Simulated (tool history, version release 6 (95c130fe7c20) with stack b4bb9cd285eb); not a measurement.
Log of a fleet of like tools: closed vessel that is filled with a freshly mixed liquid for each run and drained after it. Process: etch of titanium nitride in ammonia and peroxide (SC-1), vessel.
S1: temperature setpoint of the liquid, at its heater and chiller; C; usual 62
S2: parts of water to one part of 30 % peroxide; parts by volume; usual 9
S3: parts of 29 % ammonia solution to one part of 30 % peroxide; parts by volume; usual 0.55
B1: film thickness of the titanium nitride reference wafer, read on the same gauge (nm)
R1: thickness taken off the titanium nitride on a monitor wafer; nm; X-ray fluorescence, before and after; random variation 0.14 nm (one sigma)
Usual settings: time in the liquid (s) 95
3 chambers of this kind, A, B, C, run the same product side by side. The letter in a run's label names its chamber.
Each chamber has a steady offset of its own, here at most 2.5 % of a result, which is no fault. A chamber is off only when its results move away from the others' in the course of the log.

Run 1C, hour 2.9: usual settings; B1 100.02. Result: R1 13.857 nm.
Run 2A, hour 6.9: usual settings; B1 100. Result: R1 14.312 nm.
Run 3B, hour 10.7: usual settings; B1 99.992. Result: R1 14.504 nm.
Run 4B, hour 17: usual settings; B1 100.02. Result: R1 14.514 nm.
Run 5A, hour 22.4: usual settings but S2 12 parts by volume; B1 99.983. Result: R1 12.224 nm.
Run 6C, hour 27.8: usual settings but S2 12 parts by volume; B1 99.98. Result: R1 12.1 nm.
Run 7C, hour 33.6: usual settings but S2 12 parts by volume; B1 100.04. Result: R1 12.015 nm.
Run 8A, hour 38.3: usual settings; B1 100. Result: R1 14.56 nm.
Run 9B, hour 43.3: usual settings; B1 99.974. Result: R1 14.408 nm.
Run 10C, hour 47.8: usual settings but S1 57.5 C; B1 100. Result: R1 10.575 nm.
Run 11A, hour 51.3: usual settings but S1 57.5 C; B1 100. Result: R1 10.747 nm.
Run 12B, hour 56: usual settings but S1 57.5 C; B1 99.989. Result: R1 10.556 nm.
Run 13B, hour 59.3: usual settings; B1 99.993. Result: R1 14.303 nm.
Run 14C, hour 62.7: usual settings; B1 99.98. Result: R1 13.942 nm.
Run 15A, hour 67.1: usual settings; B1 100.03. Result: R1 14.904 nm.
Run 16A, hour 70.3: usual settings; B1 99.975. Result: R1 15.261 nm.
Run 17C, hour 76.5: usual settings; B1 99.945. Result: R1 14.133 nm.
Run 18B, hour 82.9: usual settings; B1 100. Result: R1 14.191 nm.
Run 19B, hour 87: usual settings; B1 99.978. Result: R1 14.187 nm.
Run 20C, hour 91.6: usual settings; B1 99.985. Result: R1 13.951 nm.
Run 21A, hour 96.8: usual settings; B1 100.03. Result: R1 15.648 nm.
Run 22A, hour 101.2: usual settings; B1 99.997. Result: R1 16.082 nm.

Is one chamber off against the others, does the gauge drift, or is nothing wrong? If a chamber is off, say which, and what the likeliest cause is.

Chamber A drifts away from the others.
Cause: liquid hotter than its thermometer reads (K) = 2.02.

Here are 4 candidates for chamber A's next run, each the usual settings with a change, their results left as question marks. Which one brings its results back in line with what the others give on the usual settings?
In line means no further than this from the other chambers' mean on the usual settings: R1 0.49 nm
Run 23A-1, hour 106: usual settings but S2 9.5 parts by volume, time in the liquid (s) 85. Result: R1 ?.
Run 23A-2, hour 106: usual settings but S1 62.5 C, time in the liquid (s) 100. Result: R1 ?.
Run 23A-3, hour 106: usual settings but S3 0.35 parts by volume. Result: R1 ?.
Run 23A-4, hour 106: usual settings but S2 7 parts by volume, S3 0.6 parts by volume. Result: R1 ?.

The other chambers' mean on the usual settings: R1 14.239 nm
  run      R1
23A-1  14.147
23A-2  17.675
23A-3  15.026
23A-4  18.748
23A-1 brings the chamber back in line.
